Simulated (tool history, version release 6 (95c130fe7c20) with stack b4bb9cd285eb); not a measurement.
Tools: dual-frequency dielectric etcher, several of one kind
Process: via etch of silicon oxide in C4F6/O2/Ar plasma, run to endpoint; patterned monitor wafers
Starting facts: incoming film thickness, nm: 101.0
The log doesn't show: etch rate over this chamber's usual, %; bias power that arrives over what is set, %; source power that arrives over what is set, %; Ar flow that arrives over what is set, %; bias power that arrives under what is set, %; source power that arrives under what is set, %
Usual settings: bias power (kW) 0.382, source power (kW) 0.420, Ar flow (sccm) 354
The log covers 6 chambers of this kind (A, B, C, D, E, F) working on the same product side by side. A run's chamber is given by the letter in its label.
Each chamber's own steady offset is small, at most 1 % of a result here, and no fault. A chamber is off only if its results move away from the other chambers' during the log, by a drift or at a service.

run	day	bias power (kW)	source power (kW)	Ar flow (sccm)	hours since the last wet clean	hours since the last bias power generator calibration	hours since the last source power generator calibration	hours since the last Ar flow controller change	endpoint time (s)
1F	0.538	0.382	0.420	354	378.1	143.2	2684.9	1424.7	24.343
2B	0.950	0.382	0.420	354	130.5	1989.9	2065.5	1539.1	24.523
3C	1.346	0.382	0.420	354	147.5	2250.9	1556.0	4642.6	24.199
4E	1.688	0.382	0.420	354	244.3	2544.4	3001.3	57.1	24.195
5D	2.075	0.382	0.420	354	109.6	1799.2	832.4	761.8	24.823
6A	2.596	0.382	0.420	354	245.6	1985.9	4393.4	810.1	24.651
7C	2.975	0.382	0.420	430	186.6	2290.0	1595.1	4681.7	24.767
8D	3.412	0.382	0.420	430	141.7	1831.3	864.5	793.9	24.879
# day 3.558: chamber F: wet clean of the chamber
9A	3.725	0.382	0.420	430	272.7	2013.0	4420.5	837.2	25.010
10B	4.108	0.382	0.420	430	206.3	2065.7	2141.3	1614.9	24.942
11E	4.600	0.382	0.420	430	314.2	2614.3	3071.2	127.0	24.567
12F	5.075	0.382	0.420	430	36.5	252.1	2793.8	1533.6	24.841
13D	5.329	0.382	0.420	354	187.7	1877.3	910.5	839.9	24.733
14A	5.596	0.382	0.420	354	317.6	2057.9	4465.4	882.1	24.488
15C	6.083	0.382	0.420	354	261.2	2364.6	1669.7	4756.3	24.294
16F	6.625	0.382	0.470	354	73.7	289.3	2831.0	1570.8	23.671
17B	7.100	0.382	0.470	354	278.1	2137.5	2213.1	1686.7	23.486
# day 7.383: chamber F: Ar flow controller replaced
18E	7.633	0.382	0.470	354	387.0	2687.1	3144.0	199.8	23.110
19E	8.125	0.382	0.470	354	398.8	2698.9	3155.8	211.6	23.178
20C	8.621	0.382	0.470	354	322.1	2425.5	1730.6	4817.2	23.152
21F	8.908	0.382	0.470	354	128.5	344.1	2885.8	36.7	23.339
# day 8.917: chamber A: source power generator calibrated
22B	9.446	0.382	0.480	354	334.4	2193.8	2269.4	1743.0	23.584
23A	9.829	0.382	0.480	354	419.2	2159.5	21.9	983.7	23.111
24D	10.388	0.382	0.480	354	309.1	1998.7	1031.9	961.3	23.517
25F	10.767	0.382	0.480	354	173.1	388.7	2930.4	81.3	22.995
# day 11.158: chamber C: wet clean of the chamber
26C	11.329	0.382	0.480	354	4.2	2490.5	1795.6	4882.2	23.115
27B	11.592	0.382	0.480	354	385.9	2245.3	2320.9	1794.5	23.530
28E	11.871	0.382	0.420	354	488.7	2788.8	3245.7	301.5	24.629
29D	12.146	0.382	0.420	354	351.3	2040.9	1074.1	1003.5	24.497
30A	12.629	0.324	0.420	272	486.4	2226.7	89.1	1050.9	24.647
31C	13.150	0.324	0.420	272	47.9	2534.2	1839.3	4925.9	25.164
# day 13.188: chamber B: wet clean of the chamber
32B	13.629	0.324	0.420	272	10.7	2294.2	2369.8	1843.4	25.232
33F	14.133	0.324	0.420	272	253.9	469.5	3011.2	162.1	25.244
34D	14.383	0.324	0.420	272	405.0	2094.6	1127.8	1057.2	25.442
# day 14.396: chamber D: wet clean of the chamber
35A	14.875	0.324	0.420	272	540.3	2280.6	143.0	1104.8	24.316
36E	15.358	0.382	0.420	354	572.4	2872.5	3329.4	385.2	24.196
37C	15.846	0.382	0.420	354	112.6	2598.9	1904.0	4990.6	24.231
38B	16.154	0.382	0.420	354	71.3	2354.8	2430.4	1904.0	24.325
39A	16.446	0.382	0.420	354	578.0	2318.3	180.7	1142.5	23.753
# day 16.454: chamber F: source power generator calibrated
40F	16.800	0.382	0.420	354	317.9	533.5	8.3	226.1	24.649
41D	17.100	0.382	0.420	354	64.9	2159.8	1193.0	1122.4	24.721
42E	17.408	0.382	0.420	354	621.6	2921.7	3378.6	434.4	24.206
43D	17.946	0.382	0.420	354	85.2	2180.1	1213.3	1142.7	24.411

Is one chamber out of step, is the gauge drifting, or do the chambers differ by no more than their own small offsets? For an off chamber, give its letter and the likeliest cause.

Little by little, chamber A moves away from the other chambers.
Cause: etch rate over this chamber's usual, % = 4.45.

Below are 4 candidate recipes for chamber A's next run, each the usual settings with a change, their results shown as question marks. Which of them brings A's results back in line with what the other chambers give on the usual settings?
In line means no further than this from the other chambers' mean on the usual settings: endpoint time (s) 0.570
44A-1	18.362	0.424	0.460	342					?
44A-2	18.362	0.402	0.440	348					?
44A-3	18.362	0.296	0.420	354					?
44A-4	18.362	0.362	0.400	360					?

On the usual settings, the other chambers give on average: endpoint time (s) 24.476
run	endpoint time (s)
44A-1	21.911
44A-2	22.750
44A-3	25.823
44A-4	24.559
With 44A-4, the chamber falls back in line with the rest.

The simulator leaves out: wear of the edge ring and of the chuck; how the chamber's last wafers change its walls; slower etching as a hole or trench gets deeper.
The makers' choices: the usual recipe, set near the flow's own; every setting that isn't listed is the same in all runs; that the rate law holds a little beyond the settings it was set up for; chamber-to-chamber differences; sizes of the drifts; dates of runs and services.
